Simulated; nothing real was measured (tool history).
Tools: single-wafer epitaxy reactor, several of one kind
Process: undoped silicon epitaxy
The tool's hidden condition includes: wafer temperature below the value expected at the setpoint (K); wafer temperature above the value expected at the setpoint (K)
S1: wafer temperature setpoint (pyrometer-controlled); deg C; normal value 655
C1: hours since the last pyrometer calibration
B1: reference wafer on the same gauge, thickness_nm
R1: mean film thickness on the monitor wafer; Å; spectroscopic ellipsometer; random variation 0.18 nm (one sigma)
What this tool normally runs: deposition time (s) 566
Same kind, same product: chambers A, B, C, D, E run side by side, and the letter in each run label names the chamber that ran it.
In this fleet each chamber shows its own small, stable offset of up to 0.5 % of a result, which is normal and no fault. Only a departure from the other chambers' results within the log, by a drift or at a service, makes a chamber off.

run 1B hour=11.7 | S1=655 deposition_time_(s)=566 | C1=676.1 | B1=117.98 | R1=1062.70
run 2C hour=20.2 | S1=655 deposition_time_(s)=566 | C1=655.1 | B1=117.94 | R1=1062.40
run 3D hour=28.1 | S1=655 deposition_time_(s)=566 | C1=1340.8 | B1=117.95 | R1=1060.50
run 4A hour=35.1 | S1=655 deposition_time_(s)=566 | C1=611.4 | B1=117.91 | R1=1056.60
run 5E hour=45.4 | S1=655 deposition_time_(s)=566 | C1=956.8 | B1=117.86 | R1=1057.60
run 6C hour=56.6 | S1=655 deposition_time_(s)=566 | C1=691.5 | B1=117.80 | R1=1065.00
run 7E hour=68.3 | S1=655 deposition_time_(s)=566 | C1=979.7 | B1=117.79 | R1=1055.70
run 8A hour=74.4 | S1=655 deposition_time_(s)=566 | C1=650.7 | B1=117.86 | R1=1055.40
run 9D hour=85.3 | S1=655 deposition_time_(s)=566 | C1=1398.0 | B1=117.80 | R1=1060.60
run 10B hour=94.0 | S1=665 deposition_time_(s)=566 | C1=758.4 | B1=117.79 | R1=1314.30
run 11D hour=103.7 | S1=665 deposition_time_(s)=566 | C1=1416.4 | B1=117.76 | R1=1313.10
run 12E hour=111.7 | S1=665 deposition_time_(s)=566 | C1=1023.1 | B1=117.74 | R1=1304.20
run 13B hour=121.5 | S1=665 deposition_time_(s)=566 | C1=785.9 | B1=117.75 | R1=1320.90
run 14A hour=128.1 | S1=665 deposition_time_(s)=566 | C1=704.4 | B1=117.68 | R1=1304.10
run 15C hour=138.3 | S1=655 deposition_time_(s)=566 | C1=773.2 | B1=117.70 | R1=1060.60
run 16B hour=150.9 | S1=655 deposition_time_(s)=464 | C1=815.3 | B1=117.66 | R1=868.01
run 17A hour=157.4 | S1=655 deposition_time_(s)=464 | C1=733.7 | B1=117.60 | R1=864.70
run 18D hour=166.6 | S1=655 deposition_time_(s)=464 | C1=1479.3 | B1=117.52 | R1=865.39
run 19E hour=174.6 | S1=655 deposition_time_(s)=464 | C1=1086.0 | B1=117.61 | R1=862.35
run 20C hour=183.8 | S1=655 deposition_time_(s)=464 | C1=818.7 | B1=117.59 | R1=868.53
run 21A hour=189.9 | S1=655 deposition_time_(s)=566 | C1=766.2 | B1=117.56 | R1=1053.10
run 22C hour=196.8 | S1=655 deposition_time_(s)=615 | C1=831.7 | B1=117.53 | R1=1151.90
run 23D hour=209.3 | S1=655 deposition_time_(s)=615 | C1=1522.0 | B1=117.53 | R1=1145.90
run 24B hour=219.7 | S1=655 deposition_time_(s)=615 | C1=884.1 | B1=117.49 | R1=1150.30
run 25E hour=229.1 | S1=655 deposition_time_(s)=615 | C1=1140.5 | B1=117.42 | R1=1140.20
run 26D hour=240.4 | S1=655 deposition_time_(s)=615 | C1=1553.1 | B1=117.40 | R1=1148.90
run 27E hour=248.2 | S1=669 deposition_time_(s)=566 | C1=1159.6 | B1=117.40 | R1=1412.90
run 28B hour=254.2 | S1=669 deposition_time_(s)=566 | C1=918.6 | B1=117.43 | R1=1434.80
run 29C hour=264.4 | S1=669 deposition_time_(s)=566 | C1=899.3 | B1=117.38 | R1=1425.00
run 30A hour=271.7 | S1=669 deposition_time_(s)=566 | C1=848.0 | B1=117.36 | R1=1413.80
run 31E hour=279.5 | S1=669 deposition_time_(s)=566 | C1=1190.9 | B1=117.32 | R1=1410.30
run 32D hour=290.8 | S1=666 deposition_time_(s)=566 | C1=1603.5 | B1=117.32 | R1=1335.90
run 33C hour=299.0 | S1=666 deposition_time_(s)=566 | C1=933.9 | B1=117.25 | R1=1339.10
run 34A hour=305.2 | S1=666 deposition_time_(s)=566 | C1=881.5 | B1=117.26 | R1=1328.50
run 35B hour=317.4 | S1=666 deposition_time_(s)=566 | C1=981.8 | B1=117.26 | R1=1342.00
run 36A hour=328.5 | S1=666 deposition_time_(s)=566 | C1=904.8 | B1=117.20 | R1=1323.90

Which is it: a chamber that has drifted or been left off by a service, a gauge drift common to all chambers, or only each chamber's usual small offset? If a chamber is off, name it and its likeliest cause.

No chamber is off; the gauge reading every chamber's wafers drifts, which makes the whole fleet appear to move together.
What lies behind it: gauge reads low (%) = 0.686.
